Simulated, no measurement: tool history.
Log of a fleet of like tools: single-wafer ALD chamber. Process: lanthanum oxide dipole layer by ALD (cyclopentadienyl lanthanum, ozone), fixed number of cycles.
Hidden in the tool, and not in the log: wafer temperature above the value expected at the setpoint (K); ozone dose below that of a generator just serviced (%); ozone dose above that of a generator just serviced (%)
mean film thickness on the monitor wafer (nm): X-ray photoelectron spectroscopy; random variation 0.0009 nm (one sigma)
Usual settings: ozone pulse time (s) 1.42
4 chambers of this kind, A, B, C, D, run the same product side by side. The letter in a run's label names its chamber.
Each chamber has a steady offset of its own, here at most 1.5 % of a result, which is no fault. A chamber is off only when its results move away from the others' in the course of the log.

run,hour,ozone pulse time (s),hours since the last thermocouple change,hours since the last ozone generator service,"read-back reference wafer on the same gauge, thickness_nm",mean film thickness on the monitor wafer (nm)
1C,10,1.42,494.1,1155,0.58098,0.54635
2D,17.5,1.42,1196.9,627,0.58057,0.54595
3A,28,1.42,1201.3,1363.5,0.58043,0.53581
4B,35.6,1.42,1493.5,756.7,0.58,0.53912
5C,40.9,1.65,525,1185.9,0.58048,0.56012
6D,47.4,1.65,1226.8,656.9,0.58002,0.55641
7B,52.6,1.65,1510.5,773.7,0.58,0.55134
8A,57.7,1.65,1231,1393.2,0.57989,0.54887
9B,65.3,1.42,1523.2,786.4,0.57977,0.53895
10C,76.1,1.42,560.2,1221.1,0.57987,0.54488
11D,82.2,1.42,1261.6,691.7,0.57934,0.5431
12A,90.4,1.42,1263.7,1425.9,0.57964,0.53721
13C,99,1.42,583.1,1244,0.57909,0.54611
14B,110,1.42,1567.9,831.1,0.57915,0.53693
15A,121.6,1.1,1294.9,1457.1,0.57878,0.50637
# hour 122.8: chamber A: ozone generator serviced
16D,128,1.1,1307.4,737.5,0.57865,0.51178
17D,136.2,1.1,1315.6,745.7,0.57826,0.51152
18C,143.2,1.1,627.3,1288.2,0.57819,0.51592
19B,154.4,1.42,1612.3,875.5,0.57821,0.53645
20A,161.7,1.42,1335,39,0.57805,0.53572
21D,172.5,1.42,1351.9,782,0.5778,0.54169
22A,178.8,1.42,1352.1,56.1,0.57775,0.53662
23C,190.2,1.42,674.3,1335.2,0.57755,0.54435
24B,199.3,1.42,1657.2,920.4,0.57758,0.53715
25A,209.5,1.42,1382.8,86.8,0.57718,0.53486

What goes on in this fleet: one chamber off, a drifting gauge, or nothing beyond the chambers' own small offsets? Name the chamber and the cause, if any.

The gauge drifts, so all chambers seem to drift together. No chamber is off.
Cause: gauge reads low (%) = 0.691.
